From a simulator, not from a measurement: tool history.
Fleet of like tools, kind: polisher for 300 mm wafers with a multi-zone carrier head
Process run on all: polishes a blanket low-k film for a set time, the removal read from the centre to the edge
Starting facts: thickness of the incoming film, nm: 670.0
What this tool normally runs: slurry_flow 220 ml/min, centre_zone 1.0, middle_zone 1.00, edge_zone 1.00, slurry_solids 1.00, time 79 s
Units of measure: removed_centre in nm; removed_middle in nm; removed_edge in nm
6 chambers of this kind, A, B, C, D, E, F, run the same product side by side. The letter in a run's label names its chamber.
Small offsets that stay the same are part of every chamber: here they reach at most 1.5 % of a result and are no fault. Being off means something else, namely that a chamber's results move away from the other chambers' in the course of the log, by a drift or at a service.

| run | hour | slurry_flow | centre_zone | middle_zone | edge_zone | slurry_solids | time | wafers polished on this pad | hours since the slurry nozzle was cleaned | hours since the centre zone pressure was calibrated | hours since the edge zone pressure was calibrated | removed_centre | removed_middle | removed_edge |
|---|---|---|---|---|---|---|---|---|---|---|---|---|---|---|
| 1B | 10.7 | 220 | 1.0 | 1.00 | 1.00 | 1.00 | 79 | 645 | 70.8 | 326.1 | 386.8 | 20.071 | 19.865 | 20.511 |
| 2C | 15.7 | 220 | 1.0 | 1.00 | 1.00 | 1.00 | 79 | 754 | 634.6 | 241.0 | 805.9 | 20.369 | 20.716 | 19.892 |
|  | 17.1 | chamber D: worn pad replaced by a new one |
|  | 17.9 | chamber D: edge zone pressure recalibrated |
|  | 20.5 | chamber A: worn pad replaced by a new one |
|  | 23.3 | chamber B: worn pad replaced by a new one |
| 3D | 26.3 | 220 | 1.0 | 1.00 | 1.00 | 1.00 | 79 | 113 | 362.0 | 286.2 | 8.5 | 20.416 | 20.095 | 20.139 |
|  | 30.3 | chamber E: worn pad replaced by a new one |
| 4A | 36.8 | 220 | 1.0 | 1.00 | 1.00 | 1.00 | 79 | 199 | 221.2 | 193.5 | 831.9 | 20.324 | 20.645 | 19.917 |
|  | 41.7 | chamber F: worn pad replaced by a new one |
|  | 45.5 | chamber C: worn pad replaced by a new one |
| 5E | 45.8 | 220 | 1.0 | 1.00 | 1.00 | 1.00 | 79 | 190 | 56.7 | 180.1 | 617.7 | 20.385 | 20.253 | 20.053 |
| 6F | 54.9 | 220 | 1.0 | 1.00 | 1.00 | 1.00 | 79 | 161 | 678.4 | 627.6 | 296.3 | 20.460 | 20.265 | 20.418 |
|  | 55.8 | chamber C: edge zone pressure recalibrated |
| 7B | 66.4 | 185 | 1.0 | 1.00 | 0.93 | 1.00 | 79 | 526 | 126.5 | 381.8 | 442.5 | 19.471 | 19.466 | 19.323 |
| 8A | 71.8 | 185 | 1.0 | 1.00 | 0.93 | 1.00 | 79 | 626 | 256.2 | 228.5 | 866.9 | 20.043 | 19.337 | 18.902 |
| 9E | 83.2 | 185 | 1.0 | 1.00 | 0.93 | 1.00 | 79 | 646 | 94.1 | 217.5 | 655.1 | 20.176 | 19.895 | 19.216 |
|  | 89.9 | chamber B: worn pad replaced by a new one |
| 10F | 94.8 | 185 | 1.0 | 1.00 | 0.93 | 1.00 | 79 | 648 | 718.3 | 667.5 | 336.2 | 19.957 | 19.876 | 19.422 |
|  | 98.2 | chamber A: worn pad replaced by a new one |
|  | 98.3 | chamber E: worn pad replaced by a new one |
| 11D | 102.3 | 185 | 1.0 | 1.00 | 0.93 | 1.00 | 79 | 1040 | 438.0 | 362.2 | 84.5 | 19.659 | 19.429 | 19.057 |
|  | 103.3 | chamber D: worn pad replaced by a new one |
|  | 103.4 | chamber F: worn pad replaced by a new one |
| 12C | 107.6 | 185 | 1.0 | 1.00 | 0.93 | 1.00 | 79 | 757 | 726.5 | 332.9 | 51.8 | 19.661 | 20.167 | 18.892 |
| 13B | 113.2 | 220 | 1.0 | 1.00 | 1.00 | 1.00 | 79 | 285 | 173.3 | 428.6 | 489.3 | 20.447 | 20.013 | 20.220 |
| 14E | 122.5 | 220 | 1.0 | 1.00 | 1.00 | 1.00 | 79 | 295 | 133.4 | 256.8 | 694.4 | 20.788 | 19.852 | 20.480 |
| 15F | 130.0 | 275 | 1.0 | 1.00 | 1.00 | 0.85 | 79 | 325 | 753.5 | 702.7 | 371.4 | 19.573 | 19.190 | 19.076 |
|  | 133.1 | chamber C: worn pad replaced by a new one |
|  | 140.4 | chamber E: edge zone pressure recalibrated |
| 16D | 140.6 | 275 | 1.0 | 1.00 | 1.00 | 0.85 | 79 | 455 | 476.3 | 400.5 | 122.8 | 19.130 | 19.184 | 19.154 |
| 17C | 150.0 | 275 | 1.0 | 1.00 | 1.00 | 0.85 | 79 | 206 | 768.9 | 375.3 | 94.2 | 19.454 | 19.394 | 18.881 |
|  | 156.0 | chamber F: slurry nozzle cleaned |
|  | 159.1 | chamber F: edge zone pressure recalibrated |
|  | 159.4 | chamber A: worn pad replaced by a new one |
| 18A | 161.1 | 275 | 1.0 | 1.00 | 1.00 | 0.85 | 79 | 21 | 345.5 | 317.8 | 956.2 | 19.439 | 19.659 | 18.616 |
|  | 161.3 | chamber F: worn pad replaced by a new one |
|  | 162.7 | chamber B: worn pad replaced by a new one |
|  | 165.4 | chamber E: worn pad replaced by a new one |
| 19D | 169.8 | 275 | 1.0 | 1.00 | 1.00 | 0.85 | 79 | 811 | 505.5 | 429.7 | 152.0 | 18.899 | 18.945 | 19.120 |
| 20E | 176.0 | 275 | 1.0 | 1.00 | 1.00 | 0.85 | 79 | 129 | 186.9 | 310.3 | 35.6 | 19.032 | 19.161 | 19.166 |
| 21B | 185.7 | 220 | 1.0 | 1.00 | 1.00 | 1.00 | 79 | 281 | 245.8 | 501.1 | 561.8 | 20.002 | 19.850 | 20.474 |
| 22F | 194.9 | 220 | 1.0 | 0.95 | 1.00 | 1.00 | 103 | 410 | 38.9 | 767.6 | 35.9 | 26.497 | 25.064 | 26.311 |
| 23C | 205.1 | 220 | 1.0 | 0.95 | 1.00 | 1.00 | 103 | 878 | 824.0 | 430.4 | 149.3 | 25.752 | 25.444 | 25.863 |
|  | 212.5 | chamber D: worn pad replaced by a new one |
| 24A | 212.5 | 220 | 1.0 | 0.95 | 1.00 | 1.00 | 103 | 648 | 396.9 | 369.2 | 1007.6 | 26.634 | 25.150 | 26.323 |
| 25C | 219.1 | 220 | 1.0 | 0.95 | 1.00 | 1.00 | 103 | 1049 | 838.0 | 444.4 | 163.3 | 26.153 | 24.745 | 25.819 |
|  | 219.7 | chamber F: worn pad replaced by a new one |
|  | 224.7 | chamber E: centre zone pressure recalibrated |
|  | 224.9 | chamber A: worn pad replaced by a new one |
| 26A | 228.6 | 220 | 1.0 | 0.95 | 1.00 | 1.00 | 103 | 45 | 413.0 | 385.3 | 1023.7 | 26.778 | 24.604 | 26.739 |
|  | 232.6 | chamber E: worn pad replaced by a new one |
| 27D | 235.9 | 220 | 1.0 | 0.95 | 1.00 | 1.00 | 103 | 285 | 571.6 | 495.8 | 218.1 | 27.053 | 25.433 | 26.546 |
|  | 239.1 | chamber C: worn pad replaced by a new one |
| 28F | 242.7 | 220 | 1.0 | 1.00 | 1.00 | 1.00 | 79 | 280 | 86.7 | 815.4 | 83.7 | 19.991 | 20.845 | 19.943 |
|  | 244.3 | chamber B: worn pad replaced by a new one |
| 29E | 250.1 | 155 | 1.0 | 1.00 | 1.00 | 1.00 | 71 | 213 | 261.0 | 25.4 | 109.7 | 17.087 | 17.436 | 17.244 |
| 30B | 255.5 | 155 | 1.0 | 1.00 | 1.00 | 1.00 | 71 | 136 | 315.6 | 570.9 | 631.6 | 17.225 | 17.061 | 17.586 |
| 31F | 264.7 | 155 | 1.0 | 1.00 | 1.00 | 1.00 | 71 | 548 | 108.7 | 837.4 | 105.7 | 17.007 | 17.439 | 17.572 |
|  | 269.5 | chamber B: slurry nozzle cleaned |
| 32C | 274.8 | 155 | 1.0 | 1.00 | 1.00 | 1.00 | 71 | 435 | 893.7 | 500.1 | 219.0 | 17.391 | 17.133 | 16.912 |
| 33D | 282.2 | 155 | 1.0 | 1.00 | 1.00 | 1.00 | 71 | 850 | 617.9 | 542.1 | 264.4 | 16.996 | 16.937 | 17.478 |
|  | 289.9 | chamber F: worn pad replaced by a new one |
| 34E | 291.7 | 155 | 1.0 | 1.00 | 1.00 | 1.00 | 71 | 720 | 302.6 | 67.0 | 151.3 | 16.741 | 17.090 | 17.826 |
|  | 293.6 | chamber A: worn pad replaced by a new one |
| 35A | 302.2 | 220 | 1.0 | 1.00 | 1.00 | 1.00 | 79 | 105 | 486.6 | 458.9 | 1097.3 | 20.401 | 20.338 | 20.050 |
|  | 307.9 | chamber B: edge zone pressure recalibrated |
|  | 309.0 | chamber B: worn pad replaced by a new one |
|  | 309.5 | chamber E: worn pad replaced by a new one |
| 36B | 310.6 | 220 | 1.0 | 1.00 | 1.00 | 1.00 | 79 | 20 | 41.1 | 626.0 | 2.7 | 20.019 | 20.574 | 20.502 |
| 37F | 322.0 | 220 | 1.0 | 1.00 | 1.00 | 1.00 | 79 | 392 | 166.0 | 894.7 | 163.0 | 20.166 | 19.875 | 20.555 |
| 38A | 328.6 | 245 | 1.0 | 1.00 | 1.00 | 1.00 | 66 | 427 | 513.0 | 485.3 | 1123.7 | 17.057 | 17.030 | 16.877 |
| 39E | 338.8 | 245 | 1.0 | 1.00 | 1.00 | 1.00 | 66 | 358 | 349.7 | 114.1 | 198.4 | 17.284 | 17.179 | 17.073 |

Is one chamber off against the others, does the gauge drift, or is nothing wrong? If a chamber is off, say which, and what the likeliest cause is.

Beyond each chamber's small constant offset nothing stands out, and the gauge stays steady.
